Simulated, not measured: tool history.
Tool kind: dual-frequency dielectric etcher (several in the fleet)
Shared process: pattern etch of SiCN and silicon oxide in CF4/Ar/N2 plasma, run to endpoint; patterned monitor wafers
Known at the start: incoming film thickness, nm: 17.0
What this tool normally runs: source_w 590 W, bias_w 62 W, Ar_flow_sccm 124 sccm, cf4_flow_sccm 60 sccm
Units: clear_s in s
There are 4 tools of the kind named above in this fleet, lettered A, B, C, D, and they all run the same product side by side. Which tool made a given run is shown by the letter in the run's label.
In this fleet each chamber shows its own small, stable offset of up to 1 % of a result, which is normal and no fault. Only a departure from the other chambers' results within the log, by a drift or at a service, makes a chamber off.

run   hour  source_w  bias_w  Ar_flow_sccm  cf4_flow_sccm  hours since the last wet clean  hours since the last source power generator calibration  hours since the last bias power generator calibration  hours since the last Ar flow controller change  hours since the last CF4 flow controller change  clear_s
 1B    8.2       590      62           124             60                           344.5                                                   3084.5                                                    321                                          2940.7                                            435.5    17.59
      13.5  -- chamber A: wet clean of the chamber
 2A   14.1       590      62           124             60                             0.7                                                   1676.9                                                  784.3                                           429.9                                             2050   17.352
 3D   23.2       590      62           124             60                           132.4                                                     2473                                                 2793.6                                           215.1                                           4615.2   17.429
 4C   32.2       590      62           124             60                           329.1                                                   2302.4                                                 1286.5                                          1794.1                                             1656   17.234
 5C   39.3       590      62           124             60                           336.2                                                   2309.5                                                 1293.6                                          1801.2                                           1663.1   17.103
        40  -- chamber D: CF4 flow controller replaced
 6B   47.2       590      62           124             60                           383.5                                                   3123.5                                                    360                                          2979.7                                            474.5   17.494
 7A   58.2       590      62           124             60                            44.8                                                     1721                                                  828.4                                             474                                           2094.1   17.344
 8D   66.9       590      62           124             60                           176.1                                                   2516.7                                                 2837.3                                           258.8                                               27   17.349
      75.4  -- chamber B: wet clean of the chamber
 9A   78.7       590      62           124             60                            65.3                                                   1741.5                                                  848.9                                           494.5                                           2114.6   17.389
10C   86.2       590      62           124             60                           383.1                                                   2356.4                                                 1340.5                                          1848.1                                             1710   17.177
11D   94.4       590      62           124             60                           203.6                                                   2544.2                                                 2864.8                                           286.3                                             54.5   17.259
12B  104.6       590      62           124             60                            29.3                                                   3180.9                                                  417.4                                          3037.1                                            531.9   17.532
13A  113.4       590      62           124             60                             100                                                   1776.2                                                  883.6                                           529.2                                           2149.3   17.379
14D  122.5       590      62           124             60                           231.7                                                   2572.3                                                 2892.9                                           314.4                                             82.6   17.376
15C    128       590      62           124             60                           424.9                                                   2398.2                                                 1382.3                                          1889.9                                           1751.8   17.119
16B  140.1       710      62           124             75                            64.8                                                   3216.4                                                  452.9                                          3072.6                                            567.4   14.323
17B  146.2       710      62           124             75                            70.9                                                   3222.5                                                    459                                          3078.7                                            573.5    14.34
18D  157.1       710      62           124             75                           266.3                                                   2606.9                                                 2927.5                                             349                                            117.2   14.178
19A  167.8       710      62           124             75                           154.4                                                   1830.6                                                    938                                           583.6                                           2203.7   14.191
20C  179.2       590      62           124             60                           476.1                                                   2449.4                                                 1433.5                                          1941.1                                             1803   17.047
21B    191       590      62           124             60                           115.7                                                   3267.3                                                  503.8                                          3123.5                                            618.3   17.395
22C  200.7       590      62           124             60                           497.6                                                   2470.9                                                   1455                                          1962.6                                           1824.5   16.893
23D  208.6       640      62           124             60                           317.8                                                   2658.4                                                   2979                                           400.5                                            168.7   16.116
24A    220       640      62           124             60                           206.6                                                   1882.8                                                  990.2                                           635.8                                           2255.9   16.122
25A  230.2       640      62           124             60                           216.8                                                     1893                                                 1000.4                                             646                                           2266.1    16.09
26B  241.9       640      62           124             60                           166.6                                                   3318.2                                                  554.7                                          3174.4                                            669.2   16.237
27D  252.1       590      62           124             60                           361.3                                                   2701.9                                                 3022.5                                             444                                            212.2   17.314
28C  262.9       590      62           124             60                           559.8                                                   2533.1                                                 1517.2                                          2024.8                                           1886.7   16.734
29A  272.4       590      62           124             60                             259                                                   1935.2                                                 1042.6                                           688.2                                           2308.3    17.37
30B    284       590      62           124             71                           208.7                                                   3360.3                                                  596.8                                          3216.5                                            711.3   16.962
31C  294.3       590      62           124             71                           591.2                                                   2564.5                                                 1548.6                                          2056.2                                           1918.1   16.022
32D  305.1       590      62           124             71                           414.3                                                   2754.9                                                 3075.5                                             497                                            265.2   16.892
33D  313.2       590      62           124             71                           422.4                                                     2763                                                 3083.6                                           505.1                                            273.3   16.752
34A  323.2       590      62           124             60                           309.8                                                     1986                                                 1093.4                                             739                                           2359.1   17.388
35B  331.4       590      62           124             60                           256.1                                                   3407.7                                                  644.2                                          3263.9                                            758.7   17.544
36C  341.6       520      62           124             60                           638.5                                                   2611.8                                                 1595.9                                          2103.5                                           1965.4   18.431
37D  349.6       520      62           124             60                           458.8                                                   2799.4                                                   3120                                           541.5                                            309.7   19.181

Which is it: a chamber that has drifted or been left off by a service, a gauge drift common to all chambers, or only each chamber's usual small offset? If a chamber is off, name it and its likeliest cause.

One chamber, C, drifts off from the rest bit by bit.
Cause: etch rate over this chamber's usual, % = 4.64.
The log may not separate it from: source power that arrives over what is set, %.

Below are 4 candidate recipes for chamber C's next run, each the usual settings with a change, their results shown as question marks. Which of them brings C's results back in line with what the other chambers give on the usual settings?
In-line tolerance around the mean of the other chambers on the usual settings: clear_s 0.25 s
38C-1  358.3       560      61           125             59                                                                                                                                                                                                                                                         ?
38C-2  358.3       620      63           124             61                                                                                                                                                                                                                                                         ?
38C-3  358.3       600      62           124             60                                                                                                                                                                                                                                                         ?
38C-4  358.3       580      62           124             60                                                                                                                                                                                                                                                         ?

The mean the other chambers reach with the usual settings: clear_s 17.38 s
  run  clear_s
38C-1   17.365
38C-2    15.57
38C-3   16.166
38C-4   16.664
The answer is 38C-1, which returns the chamber to within the allowed miss of the others.
